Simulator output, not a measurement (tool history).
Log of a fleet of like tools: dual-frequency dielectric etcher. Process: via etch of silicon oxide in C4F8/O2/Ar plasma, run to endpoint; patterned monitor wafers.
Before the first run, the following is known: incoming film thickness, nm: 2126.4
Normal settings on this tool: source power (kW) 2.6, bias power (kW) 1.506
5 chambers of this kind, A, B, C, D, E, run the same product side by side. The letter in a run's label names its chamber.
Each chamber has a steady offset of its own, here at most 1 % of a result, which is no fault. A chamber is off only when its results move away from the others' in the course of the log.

run,hour,source power (kW),bias power (kW),endpoint time (s)
1A,7.5,2.6,1.506,413.08
2E,18.8,2.6,1.506,405.76
3B,29.8,2.6,1.506,407.35
4C,44.3,2.6,1.506,409.44
5D,53.1,2.6,1.506,407.74
6B,65.9,2.6,1.506,407.97
7C,75,2.6,1.506,409
8E,83.1,2.6,1.506,406.88
9A,99.4,2.6,1.506,411.77
10D,106.5,2.6,1.506,406.31
11A,120.8,2.6,1.506,409.82
12B,129.8,2.6,1.506,409.88
# hour 133.9: chamber A: wet clean of the chamber
13D,138.8,2.6,1.506,409.81
14E,147.1,2.6,1.506,404.54
15C,159.9,2.6,1.506,410.54
16C,173.8,2.6,1.506,410.2
17B,188.6,2.6,1.506,406.9
# hour 191.6: chamber D: wet clean of the chamber
18A,201.8,3.09,1.628,388.71
19D,211,3.09,1.628,372.47
20E,218.4,3.09,1.628,370.81
# hour 221.1: chamber E: wet clean of the chamber
21E,230,3.09,1.628,369.67
22B,238.9,3.09,1.628,372.35
23D,246.7,2.6,1.506,406.72
24A,261.7,3.09,1.816,378.01
25C,271,3.09,1.816,361.27
26C,278.5,3.09,1.816,363.79
27E,288.5,3.09,1.816,358.14
28D,303.3,3.09,1.816,361.76
29B,316.3,2.6,1.506,408.31
30A,323.5,2.6,1.506,423.35
31D,331.9,2.6,1.506,407.31
32E,341.1,2.6,1.506,406.61
33C,355.4,3.15,1.792,361.64
34B,368.7,3.15,1.792,357.99
35A,381.8,3.15,1.792,374.27

Predict what each chamber gives when all 5 of them run the settings below next.
36A,393.6,2.97,1.506,?
36B,393.6,2.97,1.506,?
36C,393.6,2.97,1.506,?
36D,393.6,2.97,1.506,?
36E,393.6,2.97,1.506,?

run,endpoint time (s)
36A,398.99
36B,384.91
36C,388.21
36D,384.59
36E,383.46

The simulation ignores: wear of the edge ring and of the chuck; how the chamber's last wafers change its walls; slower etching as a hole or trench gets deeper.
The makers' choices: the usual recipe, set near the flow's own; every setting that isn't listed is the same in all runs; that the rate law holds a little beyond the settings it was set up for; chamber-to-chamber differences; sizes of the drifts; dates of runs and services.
